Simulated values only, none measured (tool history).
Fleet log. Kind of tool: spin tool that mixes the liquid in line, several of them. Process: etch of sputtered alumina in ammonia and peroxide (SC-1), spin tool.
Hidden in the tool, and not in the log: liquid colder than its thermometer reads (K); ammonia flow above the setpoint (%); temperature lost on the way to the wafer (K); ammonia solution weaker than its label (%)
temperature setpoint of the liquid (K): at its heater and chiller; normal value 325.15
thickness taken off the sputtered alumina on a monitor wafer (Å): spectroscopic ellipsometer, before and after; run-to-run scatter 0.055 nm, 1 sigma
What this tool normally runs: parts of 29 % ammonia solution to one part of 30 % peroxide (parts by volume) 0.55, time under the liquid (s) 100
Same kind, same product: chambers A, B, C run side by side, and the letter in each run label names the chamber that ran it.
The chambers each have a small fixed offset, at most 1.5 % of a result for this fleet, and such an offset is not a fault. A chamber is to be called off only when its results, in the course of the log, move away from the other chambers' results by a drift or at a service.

run   hour  temperature setpoint of the liquid (K)  parts of 29 % ammonia solution to one part of 30 % peroxide (parts by volume)  time under the liquid (s)  hours since the thermometer was replaced  hours since the ammonia flow meter was replaced  hours since the heated supply line was repaired  hours since the drum of ammonia solution was connected  read-back film thickness of the sputtered alumina reference wafer, read on the same gauge (nm)  thickness taken off the sputtered alumina on a monitor wafer (Å)
 1C    4.5                                  325.15                                                                           0.55                        100                                    1515.6                                           2055.5                                            967.5                                                    25.4                                                                                          130.00                                                            76.364
 2A    7.7                                  325.15                                                                           0.55                        100                                    1140.5                                           1140.4                                            971.1                                                   260.5                                                                                          130.00                                                            74.796
 3B   12.0                                  325.15                                                                           0.55                        100                                     504.0                                             60.0                                            852.5                                                   171.1                                                                                          130.00                                                            75.755
 4C   16.9                                  325.15                                                                           0.55                        100                                    1528.0                                           2067.9                                            979.9                                                    37.8                                                                                          130.01                                                            74.101
 5B   20.8                                  325.15                                                                           0.55                        100                                     512.8                                             68.8                                            861.3                                                   179.9                                                                                          130.01                                                            75.853
 6A   23.2                                  325.15                                                                           0.55                        100                                    1156.0                                           1155.9                                            986.6                                                   276.0                                                                                          130.00                                                            75.946
 7C   27.5                                  325.15                                                                           0.55                        100                                    1538.6                                           2078.5                                            990.5                                                    48.4                                                                                          130.03                                                            74.934
 8B   29.7                                  325.15                                                                           0.55                        100                                     521.7                                             77.7                                            870.2                                                   188.8                                                                                          130.01                                                            76.665
 9A   32.6                                  325.15                                                                           0.55                        100                                    1165.4                                           1165.3                                            996.0                                                   285.4                                                                                          129.98                                                            74.893
10A   36.5                                  325.15                                                                           0.55                        100                                    1169.3                                           1169.2                                            999.9                                                   289.3                                                                                          129.98                                                            75.922
11C   39.5                                  317.65                                                                           0.55                        100                                    1550.6                                           2090.5                                           1002.5                                                    60.4                                                                                          130.00                                                            48.976
12B   41.7                                  317.65                                                                           0.55                        100                                     533.7                                             89.7                                            882.2                                                   200.8                                                                                          129.99                                                            49.988
13B   44.5                                  317.65                                                                           0.55                        100                                     536.5                                             92.5                                            885.0                                                   203.6                                                                                          129.99                                                            49.095
14C   48.1                                  325.15                                                                           0.55                        100                                    1559.2                                           2099.1                                           1011.1                                                    69.0                                                                                          129.99                                                            74.959
15A   51.3                                  325.15                                                                           0.55                        100                                    1184.1                                           1184.0                                           1014.7                                                   304.1                                                                                          130.02                                                            74.891
16C   54.1                                  325.15                                                                           0.55                        100                                    1565.2                                           2105.1                                           1017.1                                                    75.0                                                                                          129.98                                                            74.966
17B   56.5                                  325.15                                                                           0.55                        100                                     548.5                                            104.5                                            897.0                                                   215.6                                                                                          129.99                                                            73.897
18A   59.8                                  325.15                                                                           0.35                        100                                    1192.6                                           1192.5                                           1023.2                                                   312.6                                                                                          129.99                                                            72.417
19C   63.3                                  325.15                                                                           0.35                        100                                    1574.4                                           2114.3                                           1026.3                                                    84.2                                                                                          130.01                                                            71.527
20B   66.4                                  325.15                                                                           0.35                        100                                     558.4                                            114.4                                            906.9                                                   225.5                                                                                          130.01                                                            70.866
      67.7  -- chamber C: ammonia flow meter replaced
21A   71.2                                  325.15                                                                           0.55                        100                                    1204.0                                           1203.9                                           1034.6                                                   324.0                                                                                          130.00                                                            74.676
22B   73.6                                  325.15                                                                           0.55                        100                                     565.6                                            121.6                                            914.1                                                   232.7                                                                                          129.99                                                            72.588
23A   76.2                                  316.65                                                                           0.55                        130                                    1209.0                                           1208.9                                           1039.6                                                   329.0                                                                                          130.01                                                            60.187
24C   79.5                                  316.65                                                                           0.55                        130                                    1590.6                                             11.9                                           1042.5                                                   100.4                                                                                          130.00                                                            59.506
25B   82.5                                  316.65                                                                           0.55                        130                                     574.5                                            130.5                                            923.0                                                   241.6                                                                                          130.01                                                            57.478
      83.1  -- chamber C: thermometer replaced
26C   87.3                                  325.15                                                                           0.70                        100                                       4.3                                             19.7                                           1050.3                                                   108.2                                                                                          129.99                                                            77.770
27A   91.1                                  325.15                                                                           0.70                        100                                    1223.9                                           1223.8                                           1054.5                                                   343.9                                                                                          130.00                                                            77.340
28B   95.5                                  325.15                                                                           0.70                        100                                     587.5                                            143.5                                            936.0                                                   254.6                                                                                          129.99                                                            71.663
29A  100.0                                  325.15                                                                           0.55                        100                                    1232.8                                           1232.7                                           1063.4                                                   352.8                                                                                          130.01                                                            75.251
30C  102.9                                  325.15                                                                           0.55                        100                                      19.9                                             35.3                                           1065.9                                                   123.8                                                                                          129.99                                                            74.966
31C  106.7                                  325.15                                                                           0.55                        100                                      23.7                                             39.1                                           1069.7                                                   127.6                                                                                          130.01                                                            76.249
32A  111.5                                  325.15                                                                           0.55                        100                                    1244.3                                           1244.2                                           1074.9                                                   364.3                                                                                          130.00                                                            75.286
33B  114.1                                  325.15                                                                           0.55                        100                                     606.1                                            162.1                                            954.6                                                   273.2                                                                                          130.00                                                            69.135

Each of the 3 chambers runs these same settings next. Fill in every chamber's results:
34A  117.7                                  325.15                                                                           0.55                        100                                                                                                                                                                                                                                                                                                                                                                     ?
34B  117.7                                  325.15                                                                           0.55                        100                                                                                                                                                                                                                                                                                                                                                                     ?
34C  117.7                                  325.15                                                                           0.55                        100                                                                                                                                                                                                                                                                                                                                                                     ?

run  thickness taken off the sputtered alumina on a monitor wafer (Å)
34A                                                            75.487
34B                                                            68.200
34C                                                            74.979

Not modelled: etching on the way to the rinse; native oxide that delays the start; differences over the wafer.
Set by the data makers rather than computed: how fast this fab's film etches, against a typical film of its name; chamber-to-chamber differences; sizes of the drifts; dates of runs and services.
